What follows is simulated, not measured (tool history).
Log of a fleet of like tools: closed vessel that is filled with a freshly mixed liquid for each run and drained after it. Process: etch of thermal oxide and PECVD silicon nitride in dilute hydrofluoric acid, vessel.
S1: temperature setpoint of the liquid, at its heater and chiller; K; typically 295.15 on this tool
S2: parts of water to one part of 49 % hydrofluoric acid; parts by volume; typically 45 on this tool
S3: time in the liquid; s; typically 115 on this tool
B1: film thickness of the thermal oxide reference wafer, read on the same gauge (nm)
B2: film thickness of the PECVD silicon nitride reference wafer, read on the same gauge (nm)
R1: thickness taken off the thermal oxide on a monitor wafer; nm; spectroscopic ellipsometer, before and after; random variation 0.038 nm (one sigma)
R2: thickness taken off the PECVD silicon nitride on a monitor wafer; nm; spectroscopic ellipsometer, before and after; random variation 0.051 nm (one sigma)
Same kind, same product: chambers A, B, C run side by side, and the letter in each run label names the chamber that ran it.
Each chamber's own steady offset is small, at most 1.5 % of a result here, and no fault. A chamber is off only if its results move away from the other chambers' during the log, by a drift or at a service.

| run | day | S1 | S2 | S3 | B1 | B2 | R1 | R2 |
|---|---|---|---|---|---|---|---|---|
| 1C | 0.375 | 295.15 | 45 | 115 | 70.017 | 59.987 | 11.729 | 7.5581 |
| 2A | 0.592 | 295.15 | 45 | 115 | 70.013 | 60.018 | 11.7 | 7.4323 |
| 3B | 0.946 | 295.15 | 45 | 115 | 70.02 | 60.019 | 11.791 | 7.5865 |
| 4A | 1.271 | 295.15 | 45 | 115 | 70.008 | 60.001 | 11.647 | 7.615 |
| 5B | 1.683 | 295.15 | 45 | 115 | 69.993 | 60.014 | 11.758 | 7.4942 |
| 6C | 2.121 | 295.15 | 45 | 90 | 69.976 | 59.975 | 9.1685 | 5.9273 |
| 7B | 2.35 | 295.15 | 45 | 90 | 69.991 | 60.018 | 9.198 | 5.849 |
| 8C | 2.588 | 295.15 | 45 | 90 | 70.058 | 59.981 | 9.1527 | 5.9347 |
| 9A | 2.958 | 295.15 | 45 | 115 | 70.004 | 60.013 | 11.73 | 7.4949 |
| 10C | 3.267 | 295.15 | 45 | 115 | 70.009 | 60.008 | 11.672 | 7.5692 |
| 11A | 3.688 | 295.15 | 45 | 115 | 70.017 | 60.003 | 11.702 | 7.641 |
| 12B | 4.075 | 295.15 | 45 | 115 | 70.012 | 60.01 | 11.751 | 7.5373 |
| 13C | 4.329 | 295.15 | 45 | 115 | 70.037 | 60.01 | 11.715 | 7.5999 |
| 14A | 4.704 | 295.15 | 45 | 90 | 69.993 | 60.005 | 9.1887 | 5.9029 |
| 15B | 5.054 | 295.15 | 45 | 90 | 70.01 | 59.989 | 9.1953 | 5.8497 |
| 16A | 5.304 | 295.15 | 45 | 90 | 69.983 | 59.994 | 9.2324 | 5.8834 |
| 17B | 5.7 | 295.15 | 35 | 145 | 69.995 | 60.013 | 19.198 | 12.093 |
| 18C | 5.958 | 295.15 | 35 | 145 | 70.001 | 60.01 | 19.228 | 12.176 |
| 19B | 6.408 | 295.15 | 35 | 145 | 70.015 | 59.985 | 19.211 | 12.104 |
| 20A | 6.604 | 295.15 | 45 | 115 | 70.009 | 59.986 | 11.913 | 7.7805 |
| 21C | 6.954 | 291.15 | 45 | 140 | 70.039 | 60.006 | 12.106 | 6.9828 |
| 22B | 7.262 | 291.15 | 45 | 140 | 69.952 | 60 | 12.091 | 6.9026 |
| 23C | 7.65 | 291.15 | 45 | 140 | 69.995 | 60.01 | 11.976 | 6.9875 |
| 24A | 7.988 | 295.15 | 45 | 115 | 69.959 | 60.009 | 11.868 | 7.6555 |
| 25B | 8.279 | 295.15 | 45 | 115 | 70.011 | 60.017 | 11.724 | 7.4653 |
| 26A | 8.65 | 295.15 | 45 | 115 | 69.972 | 60.017 | 11.889 | 7.7217 |
| 27C | 9.029 | 297.15 | 65 | 115 | 70.028 | 60.003 | 8.5671 | 6.0731 |
| 28A | 9.404 | 297.15 | 65 | 115 | 70.012 | 60 | 8.8018 | 6.1705 |
| 29B | 9.638 | 297.15 | 65 | 115 | 70.015 | 60.001 | 8.6183 | 5.9741 |

What goes on in this fleet: one chamber off, a drifting gauge, or nothing beyond the chambers' own small offsets? Name the chamber and the cause, if any.

Little by little, chamber A moves away from the other chambers.
What lies behind it: liquid hotter than its thermometer reads (K) = 0.57.

Here are 4 candidates for chamber A's next run, each the usual settings with a change, their results left as question marks. Which one brings its results back in line with what the others give on the usual settings?
Allowed miss from the other chambers' usual-settings mean, per result, to count as in line: R1 0.13 nm; R2 0.18 nm
| 30A-1 | 9.962 | 296.15 | 45 | 115 |  |  | ? | ? |
| 30A-2 | 9.962 | 294.15 | 45 | 115 |  |  | ? | ? |
| 30A-3 | 9.962 | 295.65 | 45 | 115 |  |  | ? | ? |
| 30A-4 | 9.962 | 294.65 | 45 | 115 |  |  | ? | ? |

Average result of the remaining chambers running the usual settings: R1 11.722 nm; R2 7.5337 nm
| run | R1 | R2 |
|---|---|---|
| 30A-1 | 12.462 | 8.3986 |
| 30A-2 | 11.477 | 7.341 |
| 30A-3 | 12.206 | 8.1181 |
| 30A-4 | 11.716 | 7.5923 |
With 30A-4, the chamber falls back in line with the rest.
